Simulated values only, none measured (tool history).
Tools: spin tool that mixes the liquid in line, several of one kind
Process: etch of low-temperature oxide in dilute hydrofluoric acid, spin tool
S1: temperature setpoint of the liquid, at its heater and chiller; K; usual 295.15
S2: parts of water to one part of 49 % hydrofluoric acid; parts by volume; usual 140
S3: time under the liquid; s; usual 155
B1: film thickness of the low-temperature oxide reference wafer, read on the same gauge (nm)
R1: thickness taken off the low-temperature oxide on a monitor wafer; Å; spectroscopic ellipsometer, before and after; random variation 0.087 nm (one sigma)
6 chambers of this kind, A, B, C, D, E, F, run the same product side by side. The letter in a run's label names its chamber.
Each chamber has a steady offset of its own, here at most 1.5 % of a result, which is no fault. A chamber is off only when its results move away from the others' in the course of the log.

run	hour	S1	S2	S3	B1	R1
1A	3.5	295.15	140	155	140.01	105.76
2D	5.7	295.15	140	155	140	104.25
3C	10	295.15	140	155	139.99	102.57
4B	13.8	295.15	140	155	140.03	104.74
5E	17.8	291.65	140	155	139.99	88.431
# hour 18.8: chamber D: hydrofluoric acid flow meter replaced
6F	20.6	291.65	140	155	140	89.773
7D	24	291.65	140	155	140.01	89.11
8E	28.5	291.65	140	155	140.01	89.028
9A	30.7	291.65	140	155	140	92.016
10B	35.3	291.65	140	155	140	91.263
11F	39.3	298.65	140	70	140.01	53.47
12C	41.5	298.65	140	70	140.01	53.256
13F	45.6	298.65	140	70	140	54.777
14D	48.4	298.65	140	70	139.99	53.166
15B	52.1	298.65	140	70	140	54.068
16C	56.5	298.65	140	70	139.99	53.309
17A	60.8	295.15	140	155	139.99	104.19
18E	64.4	295.15	140	155	140	103.08
19B	66.6	295.15	140	155	140	104.31
20A	70.5	295.15	140	155	140.03	105.41
21D	73.5	295.15	140	155	140.01	103.44
22C	76.7	295.15	140	155	140.01	103.76
23F	80.2	295.15	195	155	140	71.914
24E	83.5	295.15	195	155	140.02	68.711
25B	88.2	295.15	195	155	140.01	71.229
26F	90.7	295.15	195	155	139.99	72.235
27A	94.6	295.15	195	155	140	70.979
28C	98	295.15	195	155	140	69.253
29E	101.6	295.15	140	155	139.99	101.51
30D	106.1	295.15	160	95	139.98	53.784
31E	110.2	295.15	160	95	139.99	53.544
32A	113.5	295.15	160	95	140	55.58
33D	118.4	295.15	160	95	139.99	54.746
34C	121.6	295.15	160	95	140.02	53.989
35F	124.5	295.15	160	95	140	57.578
36B	128.5	295.15	140	155	140.01	103.94
37F	131.7	295.15	140	155	140	111.46
38E	136.4	295.15	110	70	139.98	61.004

What goes on in this fleet: one chamber off, a drifting gauge, or nothing beyond the chambers' own small offsets? Name the chamber and the cause, if any.

Chamber F drifts away from the others.
Cause: liquid hotter than its thermometer reads (K) = 2.09.
The log may not tell that from: hydrofluoric acid flow above the setpoint (%).

Here are 4 candidates for chamber F's next run, each the usual settings with a change, their results left as question marks. Which one brings its results back in line with what the others give on the usual settings?
In line means no further than this from the other chambers' mean on the usual settings: R1 3.1 Å
39F-1	140	295.65	140	155		?
39F-2	140	294.65	140	155		?
39F-3	140	295.15	145	150		?
39F-4	140	295.15	135	160		?

The other chambers' mean on the usual settings: R1 103.76 Å
run	R1
39F-1	113.45
39F-2	109.21
39F-3	103.32
39F-4	119.91
39F-3 brings the chamber back in line.
